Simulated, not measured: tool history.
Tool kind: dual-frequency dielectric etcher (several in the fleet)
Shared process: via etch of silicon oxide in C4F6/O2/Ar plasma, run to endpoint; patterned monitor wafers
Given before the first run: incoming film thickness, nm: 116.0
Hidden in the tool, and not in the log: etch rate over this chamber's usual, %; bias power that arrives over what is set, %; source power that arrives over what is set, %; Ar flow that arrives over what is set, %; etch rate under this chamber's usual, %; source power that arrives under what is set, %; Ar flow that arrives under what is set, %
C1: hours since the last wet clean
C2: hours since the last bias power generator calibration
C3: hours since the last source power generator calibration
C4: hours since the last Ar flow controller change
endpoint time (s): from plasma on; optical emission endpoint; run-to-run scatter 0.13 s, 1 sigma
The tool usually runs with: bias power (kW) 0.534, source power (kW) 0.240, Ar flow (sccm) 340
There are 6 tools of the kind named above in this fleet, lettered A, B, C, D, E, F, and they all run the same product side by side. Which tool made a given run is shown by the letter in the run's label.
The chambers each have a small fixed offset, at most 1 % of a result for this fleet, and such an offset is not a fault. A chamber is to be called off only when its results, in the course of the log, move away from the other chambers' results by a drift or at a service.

{"run": "1D", "hour": 5.1, "bias power (kW)": 0.534, "source power (kW)": 0.24, "Ar flow (sccm)": 340, "C1": 469.9, "C2": 1255.9, "C3": 66.4, "C4": 4911.6, "endpoint time (s)": 30.363}
{"run": "2A", "hour": 10.1, "bias power (kW)": 0.534, "source power (kW)": 0.24, "Ar flow (sccm)": 340, "C1": 208.7, "C2": 1023.5, "C3": 1185.7, "C4": 63.0, "endpoint time (s)": 30.475}
{"run": "3E", "hour": 19.7, "bias power (kW)": 0.534, "source power (kW)": 0.24, "Ar flow (sccm)": 340, "C1": 100.9, "C2": 3804.4, "C3": 2575.7, "C4": 2737.7, "endpoint time (s)": 30.742}
{"hour": 26.9, "done": "chamber D: wet clean of the chamber"}
{"run": "4C", "hour": 27.0, "bias power (kW)": 0.534, "source power (kW)": 0.24, "Ar flow (sccm)": 340, "C1": 306.8, "C2": 2691.9, "C3": 1679.0, "C4": 937.8, "endpoint time (s)": 30.148}
{"run": "5B", "hour": 32.2, "bias power (kW)": 0.534, "source power (kW)": 0.24, "Ar flow (sccm)": 340, "C1": 273.5, "C2": 931.5, "C3": 3843.4, "C4": 2157.9, "endpoint time (s)": 30.372}
{"run": "6F", "hour": 40.5, "bias power (kW)": 0.61, "source power (kW)": 0.24, "Ar flow (sccm)": 340, "C1": 111.8, "C2": 2112.1, "C3": 1573.9, "C4": 2356.6, "endpoint time (s)": 29.191}
{"run": "7A", "hour": 48.7, "bias power (kW)": 0.61, "source power (kW)": 0.24, "Ar flow (sccm)": 340, "C1": 247.3, "C2": 1062.1, "C3": 1224.3, "C4": 101.6, "endpoint time (s)": 28.636}
{"run": "8B", "hour": 54.0, "bias power (kW)": 0.61, "source power (kW)": 0.24, "Ar flow (sccm)": 340, "C1": 295.3, "C2": 953.3, "C3": 3865.2, "C4": 2179.7, "endpoint time (s)": 28.764}
{"run": "9E", "hour": 61.3, "bias power (kW)": 0.61, "source power (kW)": 0.24, "Ar flow (sccm)": 340, "C1": 142.5, "C2": 3846.0, "C3": 2617.3, "C4": 2779.3, "endpoint time (s)": 29.237}
{"run": "10F", "hour": 70.3, "bias power (kW)": 0.61, "source power (kW)": 0.24, "Ar flow (sccm)": 340, "C1": 141.6, "C2": 2141.9, "C3": 1603.7, "C4": 2386.4, "endpoint time (s)": 29.156}
{"run": "11D", "hour": 78.1, "bias power (kW)": 0.61, "source power (kW)": 0.24, "Ar flow (sccm)": 340, "C1": 51.3, "C2": 1328.9, "C3": 139.4, "C4": 4984.6, "endpoint time (s)": 28.817}
{"run": "12C", "hour": 88.6, "bias power (kW)": 0.46, "source power (kW)": 0.24, "Ar flow (sccm)": 409, "C1": 368.4, "C2": 2753.5, "C3": 1740.6, "C4": 999.4, "endpoint time (s)": 32.847}
{"run": "13A", "hour": 95.9, "bias power (kW)": 0.46, "source power (kW)": 0.24, "Ar flow (sccm)": 409, "C1": 294.5, "C2": 1109.3, "C3": 1271.5, "C4": 148.8, "endpoint time (s)": 32.423}
{"hour": 99.7, "done": "chamber B: wet clean of the chamber"}
{"run": "14B", "hour": 104.2, "bias power (kW)": 0.46, "source power (kW)": 0.24, "Ar flow (sccm)": 409, "C1": 4.5, "C2": 1003.5, "C3": 3915.4, "C4": 2229.9, "endpoint time (s)": 32.732}
{"hour": 108.1, "done": "chamber C: wet clean of the chamber"}
{"run": "15F", "hour": 113.5, "bias power (kW)": 0.46, "source power (kW)": 0.24, "Ar flow (sccm)": 409, "C1": 184.8, "C2": 2185.1, "C3": 1646.9, "C4": 2429.6, "endpoint time (s)": 33.122}
{"run": "16E", "hour": 118.2, "bias power (kW)": 0.46, "source power (kW)": 0.24, "Ar flow (sccm)": 409, "C1": 199.4, "C2": 3902.9, "C3": 2674.2, "C4": 2836.2, "endpoint time (s)": 33.109}
{"run": "17D", "hour": 128.2, "bias power (kW)": 0.46, "source power (kW)": 0.24, "Ar flow (sccm)": 409, "C1": 101.4, "C2": 1379.0, "C3": 189.5, "C4": 5034.7, "endpoint time (s)": 32.788}
{"run": "18C", "hour": 134.2, "bias power (kW)": 0.534, "source power (kW)": 0.24, "Ar flow (sccm)": 340, "C1": 26.1, "C2": 2799.1, "C3": 1786.2, "C4": 1045.0, "endpoint time (s)": 30.326}
{"run": "19C", "hour": 142.1, "bias power (kW)": 0.534, "source power (kW)": 0.24, "Ar flow (sccm)": 340, "C1": 34.0, "C2": 2807.0, "C3": 1794.1, "C4": 1052.9, "endpoint time (s)": 30.288}
{"run": "20B", "hour": 147.4, "bias power (kW)": 0.534, "source power (kW)": 0.24, "Ar flow (sccm)": 340, "C1": 47.7, "C2": 1046.7, "C3": 3958.6, "C4": 2273.1, "endpoint time (s)": 30.269}
{"run": "21F", "hour": 156.9, "bias power (kW)": 0.534, "source power (kW)": 0.24, "Ar flow (sccm)": 340, "C1": 228.2, "C2": 2228.5, "C3": 1690.3, "C4": 2473.0, "endpoint time (s)": 30.635}
{"run": "22A", "hour": 167.5, "bias power (kW)": 0.534, "source power (kW)": 0.24, "Ar flow (sccm)": 340, "C1": 366.1, "C2": 1180.9, "C3": 1343.1, "C4": 220.4, "endpoint time (s)": 30.001}
{"run": "23E", "hour": 176.4, "bias power (kW)": 0.534, "source power (kW)": 0.24, "Ar flow (sccm)": 340, "C1": 257.6, "C2": 3961.1, "C3": 2732.4, "C4": 2894.4, "endpoint time (s)": 30.543}
{"run": "24D", "hour": 184.6, "bias power (kW)": 0.534, "source power (kW)": 0.24, "Ar flow (sccm)": 340, "C1": 157.8, "C2": 1435.4, "C3": 245.9, "C4": 5091.1, "endpoint time (s)": 30.188}
{"run": "25E", "hour": 190.6, "bias power (kW)": 0.534, "source power (kW)": 0.24, "Ar flow (sccm)": 340, "C1": 271.8, "C2": 3975.3, "C3": 2746.6, "C4": 2908.6, "endpoint time (s)": 30.798}
{"run": "26C", "hour": 196.5, "bias power (kW)": 0.534, "source power (kW)": 0.24, "Ar flow (sccm)": 340, "C1": 88.4, "C2": 2861.4, "C3": 1848.5, "C4": 1107.3, "endpoint time (s)": 30.413}
{"run": "27A", "hour": 203.7, "bias power (kW)": 0.534, "source power (kW)": 0.24, "Ar flow (sccm)": 340, "C1": 402.3, "C2": 1217.1, "C3": 1379.3, "C4": 256.6, "endpoint time (s)": 30.051}
{"run": "28D", "hour": 211.1, "bias power (kW)": 0.534, "source power (kW)": 0.24, "Ar flow (sccm)": 340, "C1": 184.3, "C2": 1461.9, "C3": 272.4, "C4": 5117.6, "endpoint time (s)": 30.407}
{"run": "29F", "hour": 220.5, "bias power (kW)": 0.534, "source power (kW)": 0.24, "Ar flow (sccm)": 340, "C1": 291.8, "C2": 2292.1, "C3": 1753.9, "C4": 2536.6, "endpoint time (s)": 30.908}
{"run": "30B", "hour": 231.2, "bias power (kW)": 0.534, "source power (kW)": 0.24, "Ar flow (sccm)": 340, "C1": 131.5, "C2": 1130.5, "C3": 4042.4, "C4": 2356.9, "endpoint time (s)": 30.069}
{"run": "31D", "hour": 241.9, "bias power (kW)": 0.534, "source power (kW)": 0.24, "Ar flow (sccm)": 340, "C1": 215.1, "C2": 1492.7, "C3": 303.2, "C4": 5148.4, "endpoint time (s)": 30.41}
{"run": "32F", "hour": 251.5, "bias power (kW)": 0.534, "source power (kW)": 0.24, "Ar flow (sccm)": 340, "C1": 322.8, "C2": 2323.1, "C3": 1784.9, "C4": 2567.6, "endpoint time (s)": 30.638}
{"run": "33B", "hour": 259.0, "bias power (kW)": 0.534, "source power (kW)": 0.24, "Ar flow (sccm)": 340, "C1": 159.3, "C2": 1158.3, "C3": 4070.2, "C4": 2384.7, "endpoint time (s)": 30.383}
{"run": "34E", "hour": 267.8, "bias power (kW)": 0.534, "source power (kW)": 0.24, "Ar flow (sccm)": 340, "C1": 349.0, "C2": 4052.5, "C3": 2823.8, "C4": 2985.8, "endpoint time (s)": 30.57}
{"run": "35A", "hour": 273.4, "bias power (kW)": 0.534, "source power (kW)": 0.24, "Ar flow (sccm)": 340, "C1": 472.0, "C2": 1286.8, "C3": 1449.0, "C4": 326.3, "endpoint time (s)": 29.677}
{"run": "36C", "hour": 279.9, "bias power (kW)": 0.534, "source power (kW)": 0.24, "Ar flow (sccm)": 340, "C1": 171.8, "C2": 2944.8, "C3": 1931.9, "C4": 1190.7, "endpoint time (s)": 30.426}
{"run": "37C", "hour": 284.9, "bias power (kW)": 0.534, "source power (kW)": 0.24, "Ar flow (sccm)": 340, "C1": 176.8, "C2": 2949.8, "C3": 1936.9, "C4": 1195.7, "endpoint time (s)": 30.368}
{"run": "38D", "hour": 291.5, "bias power (kW)": 0.534, "source power (kW)": 0.24, "Ar flow (sccm)": 340, "C1": 264.7, "C2": 1542.3, "C3": 352.8, "C4": 5198.0, "endpoint time (s)": 30.39}
{"run": "39A", "hour": 301.5, "bias power (kW)": 0.534, "source power (kW)": 0.24, "Ar flow (sccm)": 340, "C1": 500.1, "C2": 1314.9, "C3": 1477.1, "C4": 354.4, "endpoint time (s)": 29.747}
{"run": "40F", "hour": 311.0, "bias power (kW)": 0.534, "source power (kW)": 0.24, "Ar flow (sccm)": 340, "C1": 382.3, "C2": 2382.6, "C3": 1844.4, "C4": 2627.1, "endpoint time (s)": 30.697}
{"run": "41E", "hour": 321.7, "bias power (kW)": 0.534, "source power (kW)": 0.24, "Ar flow (sccm)": 340, "C1": 402.9, "C2": 4106.4, "C3": 2877.7, "C4": 3039.7, "endpoint time (s)": 30.741}
{"run": "42B", "hour": 329.0, "bias power (kW)": 0.534, "source power (kW)": 0.2, "Ar flow (sccm)": 417, "C1": 229.3, "C2": 1228.3, "C3": 4140.2, "C4": 2454.7, "endpoint time (s)": 32.84}

Is one chamber out of step, is the gauge drifting, or do the chambers differ by no more than their own small offsets? For an off chamber, give its letter and the likeliest cause.

Chamber A drifts away from the others.
Most likely cause: etch rate over this chamber's usual, % = 2.51.

Below are 4 candidate recipes for chamber A's next run, each the usual settings with a change, their results shown as question marks. Which of them brings A's results back in line with what the other chambers give on the usual settings?
A result is in line if it is within this distance of the other chambers' mean on the usual settings: endpoint time (s) 0.440
{"run": "43A-1", "hour": 336.7, "bias power (kW)": 0.574, "source power (kW)": 0.26, "Ar flow (sccm)": 333, "endpoint time (s)": "?"}
{"run": "43A-2", "hour": 336.7, "bias power (kW)": 0.497, "source power (kW)": 0.22, "Ar flow (sccm)": 347, "endpoint time (s)": "?"}
{"run": "43A-3", "hour": 336.7, "bias power (kW)": 0.512, "source power (kW)": 0.23, "Ar flow (sccm)": 344, "endpoint time (s)": "?"}
{"run": "43A-4", "hour": 336.7, "bias power (kW)": 0.556, "source power (kW)": 0.25, "Ar flow (sccm)": 336, "endpoint time (s)": "?"}

Average result of the remaining chambers running the usual settings: endpoint time (s) 30.490
run=43A-1 endpoint_time_(s)=27.936
run=43A-2 endpoint_time_(s)=31.491
run=43A-3 endpoint_time_(s)=30.613
run=43A-4 endpoint_time_(s)=28.711
The answer is 43A-3, which returns the chamber to within the allowed miss of the others.
